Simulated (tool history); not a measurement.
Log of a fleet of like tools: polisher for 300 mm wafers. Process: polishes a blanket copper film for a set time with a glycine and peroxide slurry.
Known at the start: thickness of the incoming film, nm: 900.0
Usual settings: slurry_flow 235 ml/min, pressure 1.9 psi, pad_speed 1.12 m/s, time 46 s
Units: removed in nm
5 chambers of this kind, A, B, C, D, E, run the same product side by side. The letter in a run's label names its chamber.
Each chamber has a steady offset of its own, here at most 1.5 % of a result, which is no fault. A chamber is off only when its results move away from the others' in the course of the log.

run,hour,slurry_flow,pressure,pad_speed,time,removed
1B,5,235,1.9,1.12,46,169.08
2A,13.1,235,1.9,1.12,46,165.94
3D,17,235,1.9,1.12,46,172.08
# hour 17.9: chamber E: worn pad replaced by a new one
# hour 20.5: chamber B: worn pad replaced by a new one
4C,24.3,235,1.9,1.12,46,178.77
5E,29.3,235,1.9,1.12,46,169.61
6B,34.2,235,1.9,1.12,46,171.42
7C,38.4,235,1.9,1.12,46,174.79
8D,44.4,235,1.9,1.12,46,170.62
9E,48.4,235,1.9,1.12,46,171.45
10A,53.5,235,1.9,1.12,46,165.05
11A,58.8,275,2.2,1.12,46,193.12
# hour 59.5: chamber D: worn pad replaced by a new one
12D,65.7,275,2.2,1.12,46,192.63
13E,72.9,275,2.2,1.12,46,194.63
# hour 73.6: chamber C: worn pad replaced by a new one
14C,80.9,275,2.2,1.12,46,197.22
# hour 81.5: chamber E: worn pad replaced by a new one
15B,89.2,275,2.2,1.12,46,194.25
# hour 91.6: chamber B: slurry nozzle cleaned
16C,93.2,235,1.9,1.12,46,175.32
17D,100.5,235,1.9,1.12,46,170.16
18E,107.7,235,1.9,1.12,46,174.77
# hour 109.4: chamber A: worn pad replaced by a new one
19B,116.4,235,1.9,1.12,46,172.1
20A,121.7,235,1.9,1.12,46,169.28
# hour 129.1: chamber B: worn pad replaced by a new one
# hour 129.6: chamber D: worn pad replaced by a new one
21D,129.8,235,1.9,1.12,46,168.82
# hour 133.3: chamber C: slurry nozzle cleaned
22E,134.4,275,1.4,1.12,46,140.23
23C,141.4,275,1.4,1.12,46,139.39
# hour 144.9: chamber E: worn pad replaced by a new one
24B,146.7,275,1.4,1.12,46,136.57
25A,153.1,275,1.4,1.12,46,137.26
26D,158.7,275,1.4,1.12,46,137.51
27A,165.2,235,1.9,1.12,46,166.23
# hour 167.9: chamber C: worn pad replaced by a new one
28E,169.2,235,1.9,1.12,46,172.32
29B,175.6,235,1.9,1.12,46,170.68
30C,181.4,235,1.9,1.12,46,174.27
31D,186.4,235,1.9,1.12,46,170.31
32E,192.2,235,1.9,1.12,46,171.23
# hour 195.1: chamber D: worn pad replaced by a new one
# hour 196.4: chamber D: slurry nozzle cleaned
33C,199.7,235,1.9,1.12,46,173.34
34A,206.5,235,1.9,1.12,46,166.51
35B,211.7,235,1.9,1.12,46,167.71
36D,219.3,235,1.9,1.12,46,168.95
37B,223.5,235,1.9,1.12,46,170.67
38A,230.9,235,1.9,1.12,46,169.72
39C,235.4,235,1.9,1.12,46,176.82

Next, every chamber runs the same settings. What will each give?
40A,241.8,235,1.9,1.38,46,?
40B,241.8,235,1.9,1.38,46,?
40C,241.8,235,1.9,1.38,46,?
40D,241.8,235,1.9,1.38,46,?
40E,241.8,235,1.9,1.38,46,?

run,removed
40A,201.31
40B,201.76
40C,204.21
40D,207.93
40E,202.77
